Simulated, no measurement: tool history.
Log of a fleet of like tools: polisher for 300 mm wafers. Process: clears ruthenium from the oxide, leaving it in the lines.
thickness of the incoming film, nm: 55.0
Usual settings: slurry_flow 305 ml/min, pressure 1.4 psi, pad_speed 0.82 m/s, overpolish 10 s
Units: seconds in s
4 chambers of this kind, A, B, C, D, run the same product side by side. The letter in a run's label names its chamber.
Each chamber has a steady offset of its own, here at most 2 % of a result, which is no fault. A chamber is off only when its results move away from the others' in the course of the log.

| run | hour | slurry_flow | pressure | pad_speed | overpolish | wafers polished on this pad | hours since the slurry nozzle was cleaned | hours since the head pressure was calibrated | seconds |
|---|---|---|---|---|---|---|---|---|---|
| 1B | 8.2 | 305 | 1.4 | 0.82 | 10 | 985 | 302.8 | 209.2 | 74.894 |
|  | 12.1 | chamber C: worn pad replaced by a new one |
| 2D | 15.7 | 305 | 1.4 | 0.82 | 10 | 463 | 266.1 | 200.6 | 75.043 |
|  | 18 | chamber B: worn pad replaced by a new one |
| 3C | 30.1 | 305 | 1.4 | 0.82 | 10 | 201 | 178.6 | 65.8 | 73.753 |
|  | 41.2 | chamber A: slurry nozzle cleaned |
| 4A | 42.1 | 305 | 1.4 | 0.82 | 10 | 693 | 1 | 612.1 | 75.287 |
| 5B | 51.1 | 305 | 1.4 | 0.82 | 10 | 369 | 345.7 | 252.1 | 74.605 |
| 6C | 60.1 | 305 | 1.4 | 0.82 | 10 | 536 | 208.6 | 95.8 | 74.269 |
| 7D | 69.3 | 305 | 1.4 | 0.82 | 10 | 1061 | 319.7 | 254.2 | 74.324 |
|  | 83.4 | chamber A: worn pad replaced by a new one |
| 8A | 83.5 | 305 | 1.4 | 0.82 | 10 | 2 | 42.4 | 653.5 | 75.548 |
|  | 86.2 | chamber A: head pressure recalibrated |
| 9A | 90.2 | 305 | 1.4 | 0.82 | 10 | 76 | 49.1 | 4 | 76.218 |
|  | 91 | chamber D: worn pad replaced by a new one |
| 10C | 100 | 305 | 1.4 | 0.82 | 10 | 981 | 248.5 | 135.7 | 74.372 |
|  | 111.4 | chamber B: worn pad replaced by a new one |
| 11D | 112.4 | 305 | 1.4 | 0.82 | 10 | 239 | 362.8 | 297.3 | 74.357 |
|  | 115.8 | chamber C: worn pad replaced by a new one |
| 12B | 119.2 | 305 | 1.4 | 0.82 | 10 | 87 | 413.8 | 320.2 | 75.751 |
|  | 122.8 | chamber B: head pressure recalibrated |
| 13C | 131 | 305 | 1.4 | 0.7 | 7 | 169 | 279.5 | 166.7 | 87.6 |
| 14D | 141.3 | 305 | 1.4 | 0.7 | 7 | 561 | 391.7 | 326.2 | 87.773 |
| 15A | 149.1 | 305 | 1.4 | 0.7 | 7 | 734 | 108 | 62.9 | 88.309 |
| 16B | 156.7 | 305 | 1.4 | 0.7 | 7 | 506 | 451.3 | 33.9 | 89.269 |
| 17D | 169.7 | 305 | 1.4 | 0.82 | 10 | 879 | 420.1 | 354.6 | 74.469 |
| 18C | 179.8 | 305 | 1.4 | 0.82 | 10 | 714 | 328.3 | 215.5 | 75.733 |
| 19A | 187.3 | 205 | 1.4 | 0.56 | 10 | 1161 | 146.2 | 101.1 | 117.92 |
|  | 188.2 | chamber A: worn pad replaced by a new one |
| 20B | 195.6 | 205 | 1.4 | 0.56 | 10 | 940 | 490.2 | 72.8 | 114.15 |
|  | 205.6 | chamber B: worn pad replaced by a new one |
| 21B | 209.9 | 205 | 1.4 | 0.56 | 10 | 48 | 504.5 | 87.1 | 116.49 |
| 22C | 217.1 | 205 | 1.4 | 0.56 | 10 | 1131 | 365.6 | 252.8 | 113.06 |
|  | 217.7 | chamber D: worn pad replaced by a new one |
|  | 218 | chamber C: worn pad replaced by a new one |
| 23D | 228.9 | 305 | 1.4 | 0.82 | 10 | 125 | 479.3 | 413.8 | 73.54 |
| 24A | 242 | 305 | 1.4 | 0.82 | 10 | 601 | 200.9 | 155.8 | 76.264 |
| 25A | 253.6 | 305 | 1.4 | 0.82 | 10 | 730 | 212.5 | 167.4 | 77.011 |
|  | 256.4 | chamber D: head pressure recalibrated |
| 26C | 260.1 | 305 | 1.4 | 0.82 | 10 | 470 | 408.6 | 295.8 | 74.536 |
|  | 264 | chamber B: slurry nozzle cleaned |
| 27D | 267.8 | 305 | 1.4 | 0.82 | 10 | 559 | 518.2 | 11.5 | 76.105 |
| 28B | 282.2 | 305 | 1.4 | 0.82 | 10 | 855 | 18.2 | 159.4 | 74.864 |
| 29D | 292.8 | 305 | 1.4 | 0.82 | 10 | 838 | 543.2 | 36.5 | 73.802 |
| 30C | 305.6 | 255 | 1.4 | 0.68 | 10 | 979 | 454.1 | 341.3 | 90.143 |
|  | 306.2 | chamber B: worn pad replaced by a new one |
|  | 311.5 | chamber A: worn pad replaced by a new one |
| 31B | 316 | 255 | 1.4 | 0.68 | 10 | 109 | 52 | 193.2 | 94.675 |
| 32A | 322.7 | 255 | 1.4 | 0.68 | 10 | 125 | 281.6 | 236.5 | 93.26 |
|  | 335.1 | chamber D: worn pad replaced by a new one |
| 33D | 336.1 | 255 | 1.4 | 0.68 | 10 | 11 | 586.5 | 79.8 | 90.023 |

Next, every chamber runs the same settings. What will each give?
| 34A | 346.4 | 305 | 1.1 | 0.82 | 10 |  |  |  | ? |
| 34B | 346.4 | 305 | 1.1 | 0.82 | 10 |  |  |  | ? |
| 34C | 346.4 | 305 | 1.1 | 0.82 | 10 |  |  |  | ? |
| 34D | 346.4 | 305 | 1.1 | 0.82 | 10 |  |  |  | ? |

| run | seconds |
|---|---|
| 34A | 98.176 |
| 34B | 95.847 |
| 34C | 97.186 |
| 34D | 95.105 |

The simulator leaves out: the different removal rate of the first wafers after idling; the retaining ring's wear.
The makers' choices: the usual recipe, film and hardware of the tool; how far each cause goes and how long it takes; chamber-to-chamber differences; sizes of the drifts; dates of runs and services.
